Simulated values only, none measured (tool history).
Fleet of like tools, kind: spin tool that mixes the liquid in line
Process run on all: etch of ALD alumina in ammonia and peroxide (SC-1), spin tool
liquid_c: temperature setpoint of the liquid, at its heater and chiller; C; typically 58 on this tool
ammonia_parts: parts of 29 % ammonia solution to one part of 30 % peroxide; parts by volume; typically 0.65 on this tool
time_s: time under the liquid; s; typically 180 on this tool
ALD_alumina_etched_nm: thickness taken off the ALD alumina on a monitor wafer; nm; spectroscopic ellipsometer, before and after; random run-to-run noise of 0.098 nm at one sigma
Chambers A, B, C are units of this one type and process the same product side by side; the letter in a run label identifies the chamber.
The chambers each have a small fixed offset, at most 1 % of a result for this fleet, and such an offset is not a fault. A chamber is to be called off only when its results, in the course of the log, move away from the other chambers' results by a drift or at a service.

| run | day | liquid_c | ammonia_parts | time_s | read-back film thickness of the ALD alumina reference wafer, read on the same gauge (nm) | ALD_alumina_etched_nm |
|---|---|---|---|---|---|---|
| 1A | 0.104 | 58 | 0.65 | 180 | 59.97 | 12.586 |
| 2C | 0.221 | 58 | 0.65 | 180 | 59.961 | 12.378 |
| 3B | 0.429 | 58 | 0.65 | 180 | 59.991 | 12.826 |
| 4A | 0.529 | 58 | 0.65 | 180 | 60.031 | 12.585 |
| 5B | 0.667 | 58 | 0.65 | 180 | 59.989 | 12.636 |
| 6C | 0.875 | 58 | 0.65 | 180 | 60 | 12.411 |
| 7C | 1.075 | 58 | 0.65 | 180 | 60.025 | 12.652 |
| 8A | 1.262 | 58 | 0.65 | 180 | 60.008 | 12.423 |
| 9B | 1.467 | 58 | 0.65 | 180 | 60.015 | 12.727 |
| 10B | 1.588 | 58 | 0.65 | 180 | 59.97 | 12.566 |
| 11A | 1.75 | 58 | 0.65 | 110 | 59.975 | 7.7122 |
|  | 1.921 | chamber C: thermometer replaced |
| 12C | 1.962 | 58 | 0.65 | 110 | 60.005 | 7.6647 |
|  | 2.104 | chamber C: heated supply line repaired |
| 13B | 2.188 | 58 | 0.65 | 110 | 60.012 | 7.7874 |
| 14C | 2.292 | 58 | 0.65 | 180 | 60.02 | 12.421 |
| 15A | 2.45 | 58 | 0.65 | 180 | 60.016 | 12.557 |
| 16A | 2.633 | 58 | 0.65 | 180 | 60.001 | 12.668 |
| 17C | 2.804 | 58 | 0.65 | 135 | 60.016 | 9.4282 |
| 18B | 2.912 | 58 | 0.65 | 135 | 59.997 | 9.618 |
| 19C | 3.067 | 58 | 0.65 | 135 | 60.01 | 9.4036 |
| 20A | 3.208 | 58 | 0.65 | 180 | 59.977 | 12.458 |
| 21B | 3.321 | 58 | 0.65 | 180 | 60.006 | 12.872 |
| 22C | 3.458 | 58 | 0.65 | 180 | 60.001 | 12.729 |
| 23B | 3.571 | 58 | 0.65 | 180 | 60.037 | 12.768 |
| 24A | 3.671 | 58 | 0.65 | 180 | 59.975 | 12.415 |
| 25A | 3.896 | 58 | 0.65 | 180 | 59.999 | 12.496 |
| 26B | 4.088 | 58 | 0.65 | 260 | 59.981 | 18.464 |
| 27C | 4.188 | 58 | 0.65 | 260 | 60.03 | 18.162 |
| 28C | 4.367 | 58 | 0.65 | 260 | 60.026 | 18.196 |
| 29A | 4.467 | 58 | 0.65 | 180 | 59.985 | 12.333 |
| 30B | 4.612 | 58 | 0.65 | 180 | 59.983 | 13.047 |
| 31A | 4.829 | 58 | 0.65 | 180 | 60.029 | 12.499 |
|  | 4.846 | chamber C: new drum of ammonia solution connected |
| 32C | 4.938 | 58 | 0.65 | 180 | 59.988 | 12.396 |
| 33B | 5.133 | 58 | 0.65 | 180 | 59.989 | 13.118 |
| 34B | 5.329 | 58 | 0.65 | 75 | 60.015 | 5.4786 |
| 35A | 5.492 | 58 | 0.65 | 75 | 59.996 | 5.2538 |
| 36C | 5.662 | 58 | 0.65 | 75 | 59.995 | 5.2429 |
| 37B | 5.792 | 58 | 0.65 | 180 | 59.998 | 13.227 |
| 38A | 5.933 | 58 | 0.95 | 270 | 60.006 | 19.515 |
| 39C | 6.138 | 58 | 0.95 | 270 | 60.002 | 19.619 |
| 40A | 6.317 | 58 | 0.95 | 270 | 60.033 | 19.382 |
| 41B | 6.5 | 58 | 0.65 | 180 | 59.978 | 13.218 |

All chambers now run identical settings, listed one chamber a line with results as question marks. What results will each chamber show?
| 42A | 6.662 | 58 | 0.55 | 180 |  | ? |
| 42B | 6.662 | 58 | 0.55 | 180 |  | ? |
| 42C | 6.662 | 58 | 0.55 | 180 |  | ? |

| run | ALD_alumina_etched_nm |
|---|---|
| 42A | 12.392 |
| 42B | 13.175 |
| 42C | 12.43 |
